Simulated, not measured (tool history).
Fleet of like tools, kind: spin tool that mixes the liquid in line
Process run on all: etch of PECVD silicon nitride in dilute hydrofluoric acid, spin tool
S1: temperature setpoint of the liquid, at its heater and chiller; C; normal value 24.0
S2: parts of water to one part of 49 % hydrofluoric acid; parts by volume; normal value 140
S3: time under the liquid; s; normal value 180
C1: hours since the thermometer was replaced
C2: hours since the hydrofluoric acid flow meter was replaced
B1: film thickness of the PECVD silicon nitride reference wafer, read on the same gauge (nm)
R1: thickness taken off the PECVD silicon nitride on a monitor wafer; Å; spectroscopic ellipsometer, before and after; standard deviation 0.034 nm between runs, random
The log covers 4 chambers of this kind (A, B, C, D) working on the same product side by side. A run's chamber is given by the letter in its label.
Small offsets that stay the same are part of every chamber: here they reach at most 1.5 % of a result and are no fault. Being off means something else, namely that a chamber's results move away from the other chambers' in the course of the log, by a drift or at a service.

run	hour	S1	S2	S3	C1	C2	B1	R1
1A	7.4	24.0	140	180	260.0	1910.2	150.00	62.459
2C	16.6	24.0	140	180	147.1	978.1	149.98	62.480
3B	24.5	24.0	140	180	1302.4	686.4	150.03	61.826
# hour 35.2: chamber C: hydrofluoric acid flow meter replaced
4D	37.3	24.0	140	180	859.7	450.0	150.04	61.801
5C	53.0	24.0	205	95	183.5	17.9	149.99	22.731
6D	65.9	24.0	205	95	888.3	478.6	149.98	22.256
7B	75.4	24.0	205	95	1353.3	737.3	150.03	22.425
8A	89.4	24.0	205	95	342.0	1992.2	150.03	22.762
9A	102.4	24.0	140	180	355.0	2005.2	150.00	62.769
10D	115.1	24.0	140	180	937.5	527.8	150.00	60.170
# hour 116.0: chamber D: hydrofluoric acid flow meter replaced
11B	130.1	21.5	140	270	1408.0	792.0	149.99	79.032
12C	143.1	21.5	140	270	273.6	108.0	149.99	78.992
13A	150.5	21.5	140	270	403.1	2053.3	149.97	79.487
14B	160.9	21.5	140	270	1438.8	822.8	150.01	78.690
# hour 164.4: chamber B: hydrofluoric acid flow meter replaced
15D	173.0	24.0	140	180	995.4	57.1	150.00	59.761
16C	181.2	24.0	140	180	311.7	146.1	150.01	62.065
17B	195.1	24.0	75	180	1473.0	30.8	150.01	114.570
18A	204.9	24.0	75	180	457.5	2107.7	150.00	113.960
19D	217.1	24.0	75	180	1039.5	101.2	150.01	109.820
20C	226.5	24.0	75	180	357.0	191.4	149.99	115.280
21A	236.5	24.0	140	180	489.1	2139.3	150.01	62.503
22B	246.0	24.0	140	180	1523.9	81.7	150.01	61.574
23C	254.7	24.0	140	180	385.2	219.6	149.99	62.232
24D	270.0	24.0	140	180	1092.4	154.1	150.02	58.946
25C	282.3	24.0	140	180	412.8	247.2	150.00	62.437
26A	296.6	27.0	140	270	549.2	2199.4	150.03	111.850
27B	307.3	27.0	140	270	1585.2	143.0	149.97	112.570
28D	318.4	27.0	140	270	1140.8	202.5	149.99	105.380
29D	330.3	27.0	140	270	1152.7	214.4	150.02	105.160
30B	340.1	24.0	140	180	1618.0	175.8	149.99	61.544
31A	351.0	24.0	140	180	603.6	2253.8	150.03	62.946
32C	362.1	24.0	140	180	492.6	327.0	150.00	62.242
33A	377.6	24.0	140	180	630.2	2280.4	149.97	62.445
34C	387.1	24.0	140	180	517.6	352.0	150.00	62.415
35B	402.3	24.0	140	180	1680.2	238.0	149.99	61.947

Decide between three cases: one chamber stands off from its peers, the gauge reading all wafers drifts, or nothing is wrong past each chamber's small offset. Where a chamber is off, say which and what most likely put it there.

Little by little, chamber D moves away from the other chambers.
Most likely cause: liquid colder than its thermometer reads (K) = 1.17.

Below are 4 candidate recipes for chamber D's next run, each the usual settings with a change, their results shown as question marks. Which of them brings D's results back in line with what the other chambers give on the usual settings?
To be in line, a result may differ from the other chambers' mean on the usual settings by at most: R1 1.200 Å
36D-1	413.9	24.5	140	200				?
36D-2	413.9	24.0	135	190				?
36D-3	413.9	23.5	155	180				?
36D-4	413.9	24.0	145	170				?

What the other chambers average on the usual settings: R1 62.073 Å
run	R1
36D-1	65.407
36D-2	62.365
36D-3	49.973
36D-4	52.023
It is 36D-2 that realigns the chamber with its peers.
